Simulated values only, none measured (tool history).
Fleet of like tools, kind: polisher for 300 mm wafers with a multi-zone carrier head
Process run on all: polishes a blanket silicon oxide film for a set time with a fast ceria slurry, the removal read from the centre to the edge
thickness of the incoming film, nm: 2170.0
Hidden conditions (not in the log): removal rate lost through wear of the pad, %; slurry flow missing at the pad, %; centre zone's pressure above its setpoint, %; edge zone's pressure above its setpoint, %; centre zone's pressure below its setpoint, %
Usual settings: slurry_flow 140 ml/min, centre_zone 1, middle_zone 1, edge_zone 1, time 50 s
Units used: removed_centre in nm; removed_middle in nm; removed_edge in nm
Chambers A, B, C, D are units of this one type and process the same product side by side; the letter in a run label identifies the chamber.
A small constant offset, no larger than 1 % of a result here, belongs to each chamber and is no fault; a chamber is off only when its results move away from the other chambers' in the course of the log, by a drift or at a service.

run	day	slurry_flow	centre_zone	middle_zone	edge_zone	time	wafers polished on this pad	hours since the slurry nozzle was cleaned	hours since the centre zone pressure was calibrated	hours since the edge zone pressure was calibrated	removed_centre	removed_middle	removed_edge
# day 0.004: chamber C: centre zone pressure recalibrated
1B	0.579	140	1	1	1	50	465	465.5	430.1	504.9	590.6	611.22	616.46
2A	1.025	140	1	1	1	50	368	237.9	360	871.6	588.88	614.15	611.63
3D	1.4	140	1	1	1	50	527	185.7	104.2	574.2	616.75	599.77	615.53
# day 1.783: chamber D: worn pad replaced by a new one
4C	1.8	140	1	1	1	50	645	337.3	43.1	927	618.92	603.97	603.36
5C	2.096	140	1	1	1	50	705	344.4	50.2	934.1	609	627.22	593.66
6A	2.6	140	1	0.89	1	50	683	275.7	397.8	909.4	616.75	546.89	613.05
# day 2.8: chamber C: worn pad replaced by a new one
# day 2.929: chamber D: slurry nozzle cleaned
# day 2.938: chamber B: worn pad replaced by a new one
7D	3.046	140	1	0.89	1	50	253	2.9	143.7	613.7	614.6	564.08	603.22
8B	3.492	140	1	0.89	1	50	110	535.4	500	574.8	603.25	544.81	605.29
9A	3.758	140	1	0.89	1	50	915	303.5	425.6	937.2	605.02	523.76	598.41
10D	4.192	140	1	1	1	50	482	30.4	171.2	641.2	611.98	606.86	602.75
# day 4.217: chamber D: worn pad replaced by a new one
11C	4.588	140	1	1	1	50	358	404.2	110	993.9	603.83	605.85	615.07
12B	5.062	140	1	1	1	50	425	573.1	537.7	612.5	610.62	617.19	613.09
# day 5.088: chamber A: worn pad replaced by a new one
# day 5.267: chamber A: edge zone pressure recalibrated
# day 5.308: chamber C: edge zone pressure recalibrated
13A	5.583	140	1	1	1	50	99	347.3	469.4	7.7	585.5	580.3	598.13
14B	6.175	140	1	1	1	50	647	599.8	564.4	639.2	603.49	606.19	619.27
15C	6.45	140	1	0.93	1.05	50	730	448.9	154.7	27.5	598.94	578.31	624.11
16D	6.742	140	1	0.93	1.05	50	505	91.6	232.4	702.4	607.98	570.55	618.58
# day 6.812: chamber B: centre zone pressure recalibrated
# day 7.079: chamber D: worn pad replaced by a new one
17D	7.196	140	1	0.93	1.05	50	23	102.5	243.3	713.3	609.34	561.26	622.64
18A	7.612	140	1	0.93	1.05	50	505	396	518.1	56.4	555.71	530.16	592.89
# day 7.692: chamber B: worn pad replaced by a new one
# day 7.775: chamber C: worn pad replaced by a new one
19C	8.138	140	1	1	1	50	72	489.4	195.2	68	586.31	613.64	609.93
20B	8.733	140	1	1	1	50	208	661.2	46.1	700.6	602.85	590.97	610.55
21B	9.238	140	1	1	1	50	309	673.3	58.2	712.7	611.59	595.01	613.55
# day 9.438: chamber D: worn pad replaced by a new one
22D	9.771	140	1	1	1	50	67	164.3	305.1	775.1	611.04	604.69	611.3
# day 9.85: chamber A: worn pad replaced by a new one
23C	10.304	140	1	1	1	50	505	541.4	247.2	120	593.89	599.09	603.99
24A	10.758	100	1	1	1	41	181	471.5	593.6	131.9	374.41	397.86	435.07
25D	11.271	100	1	1	1	41	367	200.3	341.1	811.1	460.11	466.73	476.55

Which is it: a chamber that has drifted or been left off by a service, a gauge drift common to all chambers, or only each chamber's usual small offset? If a chamber is off, name it and its likeliest cause.

Little by little, chamber A moves away from the other chambers.
What lies behind it: slurry flow missing at the pad, % = 40.6.

Which of the 4 candidates below, each the usual settings with something changed and its results left as question marks, puts chamber A back in line with what the other chambers give on the usual settings?
In line means no further than this from the other chambers' mean on the usual settings: removed_centre 27 nm; removed_middle 32 nm; removed_edge 23 nm
26A-1	11.704	155	1.03	1.03	0.98	54					?	?	?
26A-2	11.704	125	0.97	0.97	1.02	46					?	?	?
26A-3	11.704	145	1.01	1.01	0.99	52					?	?	?
26A-4	11.704	135	0.99	0.99	1.01	48					?	?	?

Mean of the other chambers on the usual settings: removed_centre 605.39 nm; removed_middle 608.94 nm; removed_edge 607.98 nm
run	removed_centre	removed_middle	removed_edge
26A-1	602.41	607.05	607.66
26A-2	441.97	455.82	505.19
26A-3	554.3	562.44	580.49
26A-4	486.96	497.9	533.44
26A-1 is the one that brings the chamber's results back in line with the other chambers.

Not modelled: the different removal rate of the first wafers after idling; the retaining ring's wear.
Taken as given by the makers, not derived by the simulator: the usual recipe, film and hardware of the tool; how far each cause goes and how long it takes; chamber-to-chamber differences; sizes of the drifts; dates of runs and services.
